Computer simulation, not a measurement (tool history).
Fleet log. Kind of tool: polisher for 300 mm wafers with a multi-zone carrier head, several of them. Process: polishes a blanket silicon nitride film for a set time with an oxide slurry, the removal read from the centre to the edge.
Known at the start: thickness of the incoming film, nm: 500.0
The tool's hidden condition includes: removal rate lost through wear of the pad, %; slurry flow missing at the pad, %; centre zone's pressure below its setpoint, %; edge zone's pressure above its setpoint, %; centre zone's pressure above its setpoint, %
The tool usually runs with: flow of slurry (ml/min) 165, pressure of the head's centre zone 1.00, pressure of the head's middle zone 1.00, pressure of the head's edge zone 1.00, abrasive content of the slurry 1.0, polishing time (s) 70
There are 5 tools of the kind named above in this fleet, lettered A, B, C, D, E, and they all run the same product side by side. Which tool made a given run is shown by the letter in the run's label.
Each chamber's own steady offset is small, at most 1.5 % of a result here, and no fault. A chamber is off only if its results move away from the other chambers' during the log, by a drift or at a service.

run	day	flow of slurry (ml/min)	pressure of the head's centre zone	pressure of the head's middle zone	pressure of the head's edge zone	abrasive content of the slurry	polishing time (s)	wafers polished on this pad	hours since the slurry nozzle was cleaned	hours since the centre zone pressure was calibrated	hours since the edge zone pressure was calibrated	film removed at the wafer's centre (Å)	film removed at mid-radius (Å)	film removed at the wafer's edge (Å)
1A	0.375	165	1.00	1.00	1.00	1.0	70	164	283.1	205.5	1043.3	293.66	295.54	295.88
2E	0.692	165	1.00	1.00	1.00	1.0	70	154	187.7	919.5	183.6	298.73	297.75	294.65
# day 0.812: chamber C: worn pad replaced by a new one
3B	0.875	165	1.00	1.00	1.00	1.0	70	561	200.3	296.0	44.4	289.49	304.33	294.63
4D	1.092	165	1.00	1.00	1.00	1.0	70	471	65.7	146.2	161.1	293.97	292.28	296.31
5C	1.333	165	1.00	0.96	1.08	1.0	70	101	263.5	1007.9	107.3	292.41	288.31	312.69
# day 1.462: chamber B: worn pad replaced by a new one
6A	1.608	165	1.00	0.96	1.08	1.0	70	403	312.7	235.1	1072.9	294.75	286.68	300.66
7B	1.846	165	1.00	0.96	1.08	1.0	70	75	223.6	319.3	67.7	295.68	290.21	301.00
8C	2.038	165	1.00	0.96	1.08	1.0	70	238	280.4	1024.8	124.2	298.03	284.33	317.57
9E	2.279	165	1.00	0.96	1.08	1.0	70	463	225.8	957.6	221.7	296.81	287.12	306.51
# day 2.600: chamber A: worn pad replaced by a new one
10D	2.625	165	1.00	1.00	1.00	1.0	70	769	102.5	183.0	197.9	296.87	292.98	301.34
# day 2.750: chamber D: worn pad replaced by a new one
11A	3.004	165	1.00	1.00	1.00	1.0	70	78	346.2	268.6	1106.4	302.72	292.04	295.03
# day 3.108: chamber E: worn pad replaced by a new one
12C	3.358	165	1.00	1.00	1.00	1.0	70	494	312.1	1056.5	155.9	292.43	294.57	292.49
13B	3.650	165	1.00	1.00	1.00	1.0	70	425	266.9	362.6	111.0	295.41	301.11	294.70
# day 3.825: chamber E: slurry nozzle cleaned
14D	3.983	165	1.11	1.06	1.00	1.0	70	239	135.1	215.6	230.5	337.82	310.23	292.12
15E	4.167	165	1.11	1.06	1.00	1.0	70	205	8.3	1002.9	267.0	329.84	310.22	289.08
# day 4.300: chamber B: worn pad replaced by a new one
16E	4.475	165	1.11	1.06	1.00	1.0	70	265	15.7	1010.3	274.4	336.15	308.19	292.86
17B	4.833	165	1.11	1.06	1.00	1.0	70	103	295.3	391.0	139.4	328.75	313.76	293.60
18C	5.200	165	1.11	1.06	1.00	1.0	70	852	356.3	1100.7	200.1	329.64	308.50	295.39
# day 5.254: chamber A: worn pad replaced by a new one
19A	5.533	165	1.00	1.00	1.00	1.0	70	54	406.9	329.3	1167.1	296.31	291.74	289.73
# day 5.825: chamber C: worn pad replaced by a new one
20D	5.925	165	1.00	1.00	1.00	1.0	70	616	181.7	262.2	277.1	300.52	294.50	298.77
# day 6.046: chamber A: edge zone pressure recalibrated
21C	6.188	165	1.00	1.00	1.00	1.0	70	70	380.0	1124.4	223.8	289.65	293.87	301.08
# day 6.412: chamber E: worn pad replaced by a new one
22E	6.454	165	1.00	1.00	1.00	1.0	70	8	63.2	1057.8	321.9	297.01	294.24	294.42
# day 6.525: chamber D: slurry nozzle cleaned
23D	6.712	165	1.00	1.00	1.00	1.0	70	769	4.5	281.1	296.0	302.54	294.30	294.01
24A	7.021	165	1.00	1.00	1.00	0.8	70	343	442.6	365.0	23.4	264.31	263.70	266.86
# day 7.079: chamber B: worn pad replaced by a new one
25B	7.238	165	1.00	1.00	1.00	0.8	70	30	353.0	448.7	197.1	262.06	269.14	264.35
# day 7.558: chamber D: worn pad replaced by a new one
26A	7.642	165	1.00	1.00	1.00	0.8	70	463	457.5	379.9	38.3	265.34	262.74	268.40
# day 7.683: chamber A: slurry nozzle cleaned
# day 7.688: chamber A: centre zone pressure recalibrated
# day 7.758: chamber B: centre zone pressure recalibrated
# day 7.950: chamber A: worn pad replaced by a new one
27D	8.017	165	1.00	1.00	1.00	0.8	70	89	35.8	312.4	327.3	265.46	260.67	266.77
28E	8.296	165	1.00	1.00	1.00	0.8	70	365	107.4	1102.0	366.1	269.33	264.57	263.67
29C	8.658	165	1.00	1.00	0.89	1.2	70	550	439.3	1183.7	283.1	318.84	316.70	304.63
30B	8.879	165	1.00	1.00	0.89	1.2	70	349	392.4	26.9	236.5	323.36	326.19	301.36
31A	9.188	165	1.00	1.00	0.89	1.2	70	240	36.1	36.0	75.4	296.12	318.36	301.99
32B	9.479	165	1.00	1.00	0.89	1.2	70	466	406.8	41.3	250.9	323.42	323.21	301.39
# day 9.488: chamber E: worn pad replaced by a new one
33D	9.708	165	1.00	1.00	0.89	1.2	70	418	76.4	353.0	367.9	322.52	323.34	306.10
34C	9.921	165	1.00	1.00	1.00	1.0	70	795	469.6	1214.0	313.4	290.26	299.70	293.71
# day 10.138: chamber B: worn pad replaced by a new one
35E	10.142	165	1.00	1.00	1.00	1.0	70	127	151.7	1146.3	410.4	299.83	289.38	300.44
36A	10.371	165	1.00	1.00	1.00	1.0	70	470	64.5	64.4	103.8	271.85	289.21	294.33
# day 10.742: chamber C: worn pad replaced by a new one
37C	10.742	165	1.00	1.00	1.00	1.0	70	0	489.3	1233.7	333.1	298.22	295.96	294.12
38D	11.050	165	1.00	1.00	1.00	1.0	70	678	108.6	385.2	400.1	302.18	295.33	298.06
39B	11.458	165	1.00	1.00	1.00	1.0	70	257	454.3	88.8	298.4	292.67	300.02	299.00
40E	11.696	165	1.00	1.00	1.00	1.0	70	428	189.0	1183.6	447.7	296.20	291.49	294.71
41B	11.896	165	1.00	1.00	1.00	1.0	70	341	464.8	99.3	308.9	291.87	299.04	297.68
# day 12.204: chamber E: edge zone pressure recalibrated
42E	12.217	165	1.00	1.00	1.00	1.0	70	529	201.5	1196.1	0.4	294.48	292.38	302.02

Read the log: is a single chamber off, either drifting away or since a service, is the gauge that measures every chamber drifting, or is nothing wrong beyond small per-chamber offsets? Name any odd chamber and what most likely caused it.

The work done on chamber A during a service left it standing apart from the others.
What lies behind it: centre zone's pressure below its setpoint, % = 6.47.

Below are 4 candidate recipes for chamber A's next run, each the usual settings with a change, their results shown as question marks. Which of them brings A's results back in line with what the other chambers give on the usual settings?
In-line tolerance around the mean of the other chambers on the usual settings: film removed at the wafer's centre (Å) 8.90; film removed at mid-radius (Å) 8.70; film removed at the wafer's edge (Å) 12.00
43A-1	12.512	160	0.95	1.01	1.02	1.0	69					?	?	?
43A-2	12.512	175	1.10	0.98	0.96	1.0	72					?	?	?
43A-3	12.512	170	1.05	0.99	0.98	1.0	71					?	?	?
43A-4	12.512	155	0.90	1.02	1.04	1.0	68					?	?	?

What the other chambers average on the usual settings: film removed at the wafer's centre (Å) 296.06; film removed at mid-radius (Å) 296.08; film removed at the wafer's edge (Å) 295.56
run	film removed at the wafer's centre (Å)	film removed at mid-radius (Å)	film removed at the wafer's edge (Å)
43A-1	253.91	289.37	290.57
43A-2	315.94	298.09	297.00
43A-3	294.71	295.32	295.00
43A-4	234.35	286.17	288.15
It is 43A-3 that realigns the chamber with its peers.
